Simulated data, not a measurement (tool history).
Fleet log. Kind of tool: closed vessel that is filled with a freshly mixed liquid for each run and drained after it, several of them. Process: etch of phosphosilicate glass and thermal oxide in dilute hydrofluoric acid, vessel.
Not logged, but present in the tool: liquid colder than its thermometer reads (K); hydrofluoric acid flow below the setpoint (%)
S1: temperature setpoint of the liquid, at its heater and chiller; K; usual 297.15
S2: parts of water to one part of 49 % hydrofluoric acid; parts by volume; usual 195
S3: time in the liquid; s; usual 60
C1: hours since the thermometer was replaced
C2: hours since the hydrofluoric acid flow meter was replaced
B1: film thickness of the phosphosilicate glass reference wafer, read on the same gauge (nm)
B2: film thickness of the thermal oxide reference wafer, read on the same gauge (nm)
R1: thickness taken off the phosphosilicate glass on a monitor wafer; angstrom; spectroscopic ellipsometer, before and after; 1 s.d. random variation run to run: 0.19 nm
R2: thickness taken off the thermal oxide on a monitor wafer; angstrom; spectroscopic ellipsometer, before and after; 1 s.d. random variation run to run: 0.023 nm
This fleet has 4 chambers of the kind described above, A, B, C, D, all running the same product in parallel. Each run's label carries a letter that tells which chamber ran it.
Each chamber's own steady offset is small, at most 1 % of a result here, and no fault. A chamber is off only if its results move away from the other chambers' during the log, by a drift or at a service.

| run | day | S1 | S2 | S3 | C1 | C2 | B1 | B2 | R1 | R2 |
|---|---|---|---|---|---|---|---|---|---|---|
| 1C | 0.492 | 297.15 | 195 | 60 | 1198.8 | 606.6 | 99.997 | 140.01 | 432.2 | 13.108 |
| 2B | 0.979 | 297.15 | 195 | 60 | 2146.1 | 1015 | 100 | 140.02 | 430.71 | 13.317 |
| 3D | 1.317 | 297.15 | 195 | 60 | 1311.1 | 374.6 | 100.02 | 139.99 | 427.14 | 13.277 |
| 4A | 1.708 | 297.15 | 195 | 60 | 425.9 | 269.5 | 100 | 139.99 | 425.28 | 13.159 |
| 5C | 2 | 297.15 | 195 | 60 | 1235 | 642.8 | 99.992 | 140.02 | 429.51 | 13.422 |
| 6D | 2.325 | 297.15 | 195 | 35 | 1335.3 | 398.8 | 100.01 | 139.97 | 251.34 | 8.0836 |
| 7B | 2.758 | 297.15 | 195 | 35 | 2188.8 | 1057.7 | 100.01 | 140.02 | 251.51 | 7.8292 |
| 8A | 3.017 | 297.15 | 195 | 35 | 457.3 | 300.9 | 99.997 | 140 | 249.75 | 7.761 |
| 9C | 3.4 | 297.15 | 195 | 35 | 1268.6 | 676.4 | 100 | 140.01 | 251.94 | 7.7017 |
| 10A | 3.696 | 297.15 | 195 | 60 | 473.6 | 317.2 | 100.01 | 140.03 | 424.73 | 13.66 |
| 11D | 4.083 | 297.15 | 195 | 60 | 1377.5 | 441 | 100 | 139.99 | 424.12 | 13.459 |
| 12B | 4.346 | 297.15 | 195 | 60 | 2226.9 | 1095.8 | 100.01 | 139.99 | 432.24 | 13.302 |
| 13D | 4.767 | 297.15 | 195 | 60 | 1393.9 | 457.4 | 99.982 | 139.98 | 429.12 | 13.456 |
| 14B | 5.15 | 297.15 | 195 | 60 | 2246.2 | 1115.1 | 100 | 139.98 | 432.14 | 13.6 |
| 15A | 5.679 | 297.15 | 195 | 50 | 521.2 | 364.8 | 100.01 | 140.02 | 357.38 | 11.135 |
|  | 5.75 | chamber A: hydrofluoric acid flow meter replaced |
| 16C | 5.975 | 297.15 | 195 | 50 | 1330.4 | 738.2 | 100.02 | 139.97 | 357.13 | 11.371 |
| 17D | 6.488 | 297.15 | 195 | 50 | 1435.2 | 498.7 | 99.997 | 139.98 | 357.48 | 11.39 |
| 18A | 6.967 | 297.15 | 195 | 50 | 552.1 | 29.3 | 99.982 | 139.96 | 354.29 | 11.393 |
| 19B | 7.229 | 297.15 | 195 | 60 | 2296.1 | 1165 | 99.999 | 140.03 | 429.36 | 13.293 |
|  | 7.617 | chamber D: thermometer replaced |
| 20C | 7.642 | 297.15 | 195 | 60 | 1370.4 | 778.2 | 99.995 | 140.01 | 431.61 | 13.424 |
| 21C | 8.1 | 297.15 | 195 | 60 | 1381.4 | 789.2 | 99.996 | 139.98 | 428.84 | 13.586 |
| 22D | 8.633 | 297.15 | 195 | 60 | 24.4 | 550.2 | 100.02 | 140 | 426.47 | 13.471 |
| 23A | 9.067 | 297.15 | 195 | 60 | 602.5 | 79.7 | 100 | 140 | 427.89 | 13.361 |
| 24B | 9.379 | 297.15 | 195 | 60 | 2347.7 | 1216.6 | 99.98 | 139.99 | 432.93 | 13.08 |
| 25A | 9.883 | 297.15 | 195 | 60 | 622.1 | 99.3 | 100 | 139.98 | 426.91 | 13.303 |
| 26B | 10.2 | 297.15 | 195 | 60 | 2367.4 | 1236.3 | 100 | 140 | 432.57 | 13.239 |
| 27D | 10.679 | 297.15 | 195 | 60 | 73.5 | 599.3 | 99.988 | 139.99 | 429.58 | 13.424 |
| 28C | 11.096 | 297.15 | 195 | 60 | 1453.3 | 861.1 | 100.02 | 140.03 | 430.6 | 13.039 |
| 29D | 11.588 | 297.15 | 195 | 60 | 95.3 | 621.1 | 100.01 | 140 | 425.07 | 13.439 |
| 30B | 11.95 | 297.15 | 195 | 60 | 2409.4 | 1278.3 | 99.999 | 140.03 | 430.81 | 13.192 |
| 31A | 12.217 | 297.15 | 195 | 60 | 678.1 | 155.3 | 100.01 | 139.99 | 424.92 | 12.75 |
| 32C | 12.483 | 297.15 | 195 | 60 | 1486.6 | 894.4 | 100.01 | 139.97 | 433.21 | 13.486 |
| 33C | 13.004 | 297.15 | 195 | 60 | 1499.1 | 906.9 | 99.996 | 140.04 | 431.5 | 13.635 |
| 34A | 13.342 | 297.15 | 195 | 60 | 705.1 | 182.3 | 100 | 140 | 425.51 | 13.296 |
| 35D | 13.796 | 297.15 | 195 | 60 | 148.3 | 674.1 | 99.993 | 139.98 | 427.31 | 12.927 |
| 36B | 14.308 | 297.15 | 230 | 60 | 2466 | 1334.9 | 100.02 | 140.02 | 353.59 | 10.409 |
| 37A | 14.775 | 297.15 | 230 | 60 | 739.5 | 216.7 | 100 | 139.98 | 347.61 | 10.972 |

All 4 chambers run these settings next. Forecast each chamber's results:
| 38A | 15.175 | 297.15 | 240 | 60 |  |  |  |  | ? | ? |
| 38B | 15.175 | 297.15 | 240 | 60 |  |  |  |  | ? | ? |
| 38C | 15.175 | 297.15 | 240 | 60 |  |  |  |  | ? | ? |
| 38D | 15.175 | 297.15 | 240 | 60 |  |  |  |  | ? | ? |

| run | R1 | R2 |
|---|---|---|
| 38A | 335.29 | 10.433 |
| 38B | 335.12 | 10.443 |
| 38C | 332.1 | 10.237 |
| 38D | 330.3 | 10.281 |

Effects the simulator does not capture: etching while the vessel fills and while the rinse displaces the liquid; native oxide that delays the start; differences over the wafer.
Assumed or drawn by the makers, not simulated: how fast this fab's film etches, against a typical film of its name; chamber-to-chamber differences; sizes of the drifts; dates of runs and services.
